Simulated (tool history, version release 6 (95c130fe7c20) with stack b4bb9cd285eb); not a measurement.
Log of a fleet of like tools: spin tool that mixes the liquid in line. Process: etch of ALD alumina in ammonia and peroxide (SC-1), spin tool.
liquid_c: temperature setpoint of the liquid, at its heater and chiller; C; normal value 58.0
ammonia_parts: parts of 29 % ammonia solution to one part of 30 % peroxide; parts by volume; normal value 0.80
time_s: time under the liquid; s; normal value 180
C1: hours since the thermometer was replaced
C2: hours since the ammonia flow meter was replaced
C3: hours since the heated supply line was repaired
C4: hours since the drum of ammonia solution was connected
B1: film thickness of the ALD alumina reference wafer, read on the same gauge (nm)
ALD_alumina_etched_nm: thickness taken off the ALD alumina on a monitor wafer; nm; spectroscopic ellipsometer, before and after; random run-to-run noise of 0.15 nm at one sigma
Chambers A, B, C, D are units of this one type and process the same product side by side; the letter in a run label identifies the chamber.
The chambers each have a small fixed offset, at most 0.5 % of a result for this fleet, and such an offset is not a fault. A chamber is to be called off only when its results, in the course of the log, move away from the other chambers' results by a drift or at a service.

{"run": "1A", "day": 0.35, "liquid_c": 58.0, "ammonia_parts": 0.8, "time_s": 180, "C1": 1411.7, "C2": 966.2, "C3": 1406.8, "C4": 853.5, "B1": 80.008, "ALD_alumina_etched_nm": 18.626}
{"run": "2C", "day": 0.708, "liquid_c": 58.0, "ammonia_parts": 0.8, "time_s": 180, "C1": 1737.8, "C2": 910.9, "C3": 2755.0, "C4": 252.9, "B1": 80.0, "ALD_alumina_etched_nm": 18.74}
{"run": "3D", "day": 1.083, "liquid_c": 58.0, "ammonia_parts": 0.8, "time_s": 180, "C1": 790.1, "C2": 1156.4, "C3": 1574.4, "C4": 838.3, "B1": 80.021, "ALD_alumina_etched_nm": 18.71}
{"run": "4B", "day": 1.417, "liquid_c": 58.0, "ammonia_parts": 0.8, "time_s": 180, "C1": 553.6, "C2": 932.8, "C3": 1692.1, "C4": 561.6, "B1": 79.988, "ALD_alumina_etched_nm": 18.57}
{"run": "5C", "day": 1.817, "liquid_c": 58.0, "ammonia_parts": 0.8, "time_s": 180, "C1": 1764.4, "C2": 937.5, "C3": 2781.6, "C4": 279.5, "B1": 80.013, "ALD_alumina_etched_nm": 18.783}
{"run": "6D", "day": 2.092, "liquid_c": 58.0, "ammonia_parts": 0.55, "time_s": 180, "C1": 814.3, "C2": 1180.6, "C3": 1598.6, "C4": 862.5, "B1": 80.011, "ALD_alumina_etched_nm": 18.172}
{"run": "7A", "day": 2.329, "liquid_c": 58.0, "ammonia_parts": 0.55, "time_s": 180, "C1": 1459.2, "C2": 1013.7, "C3": 1454.3, "C4": 901.0, "B1": 80.009, "ALD_alumina_etched_nm": 18.007}
{"run": "8B", "day": 2.55, "liquid_c": 58.0, "ammonia_parts": 0.55, "time_s": 180, "C1": 580.8, "C2": 960.0, "C3": 1719.3, "C4": 588.8, "B1": 80.01, "ALD_alumina_etched_nm": 17.86}
{"run": "9D", "day": 2.942, "liquid_c": 58.0, "ammonia_parts": 0.55, "time_s": 180, "C1": 834.7, "C2": 1201.0, "C3": 1619.0, "C4": 882.9, "B1": 79.985, "ALD_alumina_etched_nm": 17.75}
{"day": 3.129, "done": "chamber A: new drum of ammonia solution connected"}
{"day": 3.138, "done": "chamber A: thermometer replaced"}
{"run": "10B", "day": 3.188, "liquid_c": 58.0, "ammonia_parts": 0.8, "time_s": 180, "C1": 596.1, "C2": 975.3, "C3": 1734.6, "C4": 604.1, "B1": 80.004, "ALD_alumina_etched_nm": 18.468}
{"run": "11C", "day": 3.508, "liquid_c": 58.0, "ammonia_parts": 0.8, "time_s": 180, "C1": 1805.0, "C2": 978.1, "C3": 2822.2, "C4": 320.1, "B1": 79.997, "ALD_alumina_etched_nm": 18.984}
{"run": "12A", "day": 3.888, "liquid_c": 58.0, "ammonia_parts": 0.8, "time_s": 180, "C1": 18.1, "C2": 1051.1, "C3": 1491.7, "C4": 18.3, "B1": 80.02, "ALD_alumina_etched_nm": 18.538}
{"run": "13B", "day": 4.175, "liquid_c": 58.0, "ammonia_parts": 0.8, "time_s": 180, "C1": 619.8, "C2": 999.0, "C3": 1758.3, "C4": 627.8, "B1": 80.018, "ALD_alumina_etched_nm": 18.313}
{"run": "14D", "day": 4.379, "liquid_c": 58.0, "ammonia_parts": 0.8, "time_s": 180, "C1": 869.2, "C2": 1235.5, "C3": 1653.5, "C4": 917.4, "B1": 80.015, "ALD_alumina_etched_nm": 18.586}
{"day": 4.396, "done": "chamber D: new drum of ammonia solution connected"}
{"run": "15A", "day": 4.588, "liquid_c": 58.0, "ammonia_parts": 0.8, "time_s": 180, "C1": 34.9, "C2": 1067.9, "C3": 1508.5, "C4": 35.1, "B1": 80.011, "ALD_alumina_etched_nm": 18.653}
{"run": "16C", "day": 4.779, "liquid_c": 58.0, "ammonia_parts": 0.8, "time_s": 180, "C1": 1835.5, "C2": 1008.6, "C3": 2852.7, "C4": 350.6, "B1": 80.007, "ALD_alumina_etched_nm": 19.257}
{"run": "17C", "day": 5.008, "liquid_c": 58.0, "ammonia_parts": 0.8, "time_s": 180, "C1": 1841.0, "C2": 1014.1, "C3": 2858.2, "C4": 356.1, "B1": 79.996, "ALD_alumina_etched_nm": 18.485}
{"run": "18D", "day": 5.217, "liquid_c": 58.0, "ammonia_parts": 0.8, "time_s": 180, "C1": 889.3, "C2": 1255.6, "C3": 1673.6, "C4": 19.8, "B1": 80.002, "ALD_alumina_etched_nm": 18.49}
{"run": "19A", "day": 5.592, "liquid_c": 55.0, "ammonia_parts": 0.8, "time_s": 180, "C1": 59.0, "C2": 1092.0, "C3": 1532.6, "C4": 59.2, "B1": 80.001, "ALD_alumina_etched_nm": 16.02}
{"run": "20B", "day": 5.992, "liquid_c": 55.0, "ammonia_parts": 0.8, "time_s": 180, "C1": 663.4, "C2": 1042.6, "C3": 1801.9, "C4": 671.4, "B1": 79.977, "ALD_alumina_etched_nm": 15.004}
{"run": "21C", "day": 6.183, "liquid_c": 55.0, "ammonia_parts": 0.8, "time_s": 180, "C1": 1869.2, "C2": 1042.3, "C3": 2886.4, "C4": 384.3, "B1": 80.003, "ALD_alumina_etched_nm": 16.071}
{"run": "22A", "day": 6.442, "liquid_c": 55.0, "ammonia_parts": 0.8, "time_s": 180, "C1": 79.4, "C2": 1112.4, "C3": 1553.0, "C4": 79.6, "B1": 80.025, "ALD_alumina_etched_nm": 15.729}
{"day": 6.479, "done": "chamber A: ammonia flow meter replaced"}
{"run": "23B", "day": 6.854, "liquid_c": 58.0, "ammonia_parts": 1.0, "time_s": 260, "C1": 684.1, "C2": 1063.3, "C3": 1822.6, "C4": 692.1, "B1": 79.988, "ALD_alumina_etched_nm": 26.016}
{"run": "24D", "day": 7.158, "liquid_c": 58.0, "ammonia_parts": 1.0, "time_s": 260, "C1": 935.9, "C2": 1302.2, "C3": 1720.2, "C4": 66.4, "B1": 80.038, "ALD_alumina_etched_nm": 27.244}
{"run": "25A", "day": 7.421, "liquid_c": 58.0, "ammonia_parts": 1.0, "time_s": 260, "C1": 102.9, "C2": 22.6, "C3": 1576.5, "C4": 103.1, "B1": 79.977, "ALD_alumina_etched_nm": 27.265}
{"run": "26C", "day": 7.821, "liquid_c": 58.0, "ammonia_parts": 1.0, "time_s": 260, "C1": 1908.5, "C2": 1081.6, "C3": 2925.7, "C4": 423.6, "B1": 80.012, "ALD_alumina_etched_nm": 27.595}
{"run": "27B", "day": 8.204, "liquid_c": 58.0, "ammonia_parts": 0.8, "time_s": 180, "C1": 716.5, "C2": 1095.7, "C3": 1855.0, "C4": 724.5, "B1": 80.046, "ALD_alumina_etched_nm": 17.158}
{"run": "28D", "day": 8.458, "liquid_c": 58.0, "ammonia_parts": 0.8, "time_s": 180, "C1": 967.1, "C2": 1333.4, "C3": 1751.4, "C4": 97.6, "B1": 79.981, "ALD_alumina_etched_nm": 18.533}
{"run": "29B", "day": 8.696, "liquid_c": 50.5, "ammonia_parts": 1.15, "time_s": 180, "C1": 728.3, "C2": 1107.5, "C3": 1866.8, "C4": 736.3, "B1": 79.999, "ALD_alumina_etched_nm": 11.838}
{"run": "30A", "day": 9.004, "liquid_c": 50.5, "ammonia_parts": 1.15, "time_s": 180, "C1": 140.9, "C2": 60.6, "C3": 1614.5, "C4": 141.1, "B1": 79.983, "ALD_alumina_etched_nm": 12.847}
{"run": "31D", "day": 9.379, "liquid_c": 50.5, "ammonia_parts": 1.15, "time_s": 180, "C1": 989.2, "C2": 1355.5, "C3": 1773.5, "C4": 119.7, "B1": 79.956, "ALD_alumina_etched_nm": 13.037}
{"run": "32C", "day": 9.571, "liquid_c": 50.5, "ammonia_parts": 1.15, "time_s": 180, "C1": 1950.5, "C2": 1123.6, "C3": 2967.7, "C4": 465.6, "B1": 79.996, "ALD_alumina_etched_nm": 13.273}
{"run": "33C", "day": 9.854, "liquid_c": 58.0, "ammonia_parts": 0.8, "time_s": 180, "C1": 1957.3, "C2": 1130.4, "C3": 2974.5, "C4": 472.4, "B1": 80.006, "ALD_alumina_etched_nm": 18.903}
{"run": "34A", "day": 10.162, "liquid_c": 58.0, "ammonia_parts": 0.8, "time_s": 180, "C1": 168.7, "C2": 88.4, "C3": 1642.3, "C4": 168.9, "B1": 80.028, "ALD_alumina_etched_nm": 18.544}
{"run": "35B", "day": 10.533, "liquid_c": 58.0, "ammonia_parts": 0.8, "time_s": 180, "C1": 772.4, "C2": 1151.6, "C3": 1910.9, "C4": 780.4, "B1": 80.015, "ALD_alumina_etched_nm": 17.038}

What goes on in this fleet: one chamber off, a drifting gauge, or nothing beyond the chambers' own small offsets? Name the chamber and the cause, if any.

Little by little, chamber B moves away from the other chambers.
Most likely cause: temperature lost on the way to the wafer (K) = 1.91.
The log may not tell that from: liquid colder than its thermometer reads (K).

Here are 4 candidates for chamber B's next run, each the usual settings with a change, their results left as question marks. Which one brings its results back in line with what the others give on the usual settings?
Allowed miss from the other chambers' usual-settings mean, per result, to count as in line: ALD_alumina_etched_nm 0.520 nm
{"run": "36B-1", "day": 10.846, "liquid_c": 57.0, "ammonia_parts": 0.8, "time_s": 170, "ALD_alumina_etched_nm": "?"}
{"run": "36B-2", "day": 10.846, "liquid_c": 57.5, "ammonia_parts": 0.8, "time_s": 175, "ALD_alumina_etched_nm": "?"}
{"run": "36B-3", "day": 10.846, "liquid_c": 59.0, "ammonia_parts": 0.8, "time_s": 190, "ALD_alumina_etched_nm": "?"}
{"run": "36B-4", "day": 10.846, "liquid_c": 58.0, "ammonia_parts": 0.8, "time_s": 190, "ALD_alumina_etched_nm": "?"}

Usual-settings mean across the other chambers: ALD_alumina_etched_nm 18.694 nm
run=36B-1 ALD_alumina_etched_nm=15.135
run=36B-2 ALD_alumina_etched_nm=15.999
run=36B-3 ALD_alumina_etched_nm=18.796
run=36B-4 ALD_alumina_etched_nm=17.834
36B-3 is the one that brings the chamber's results back in line with the other chambers.
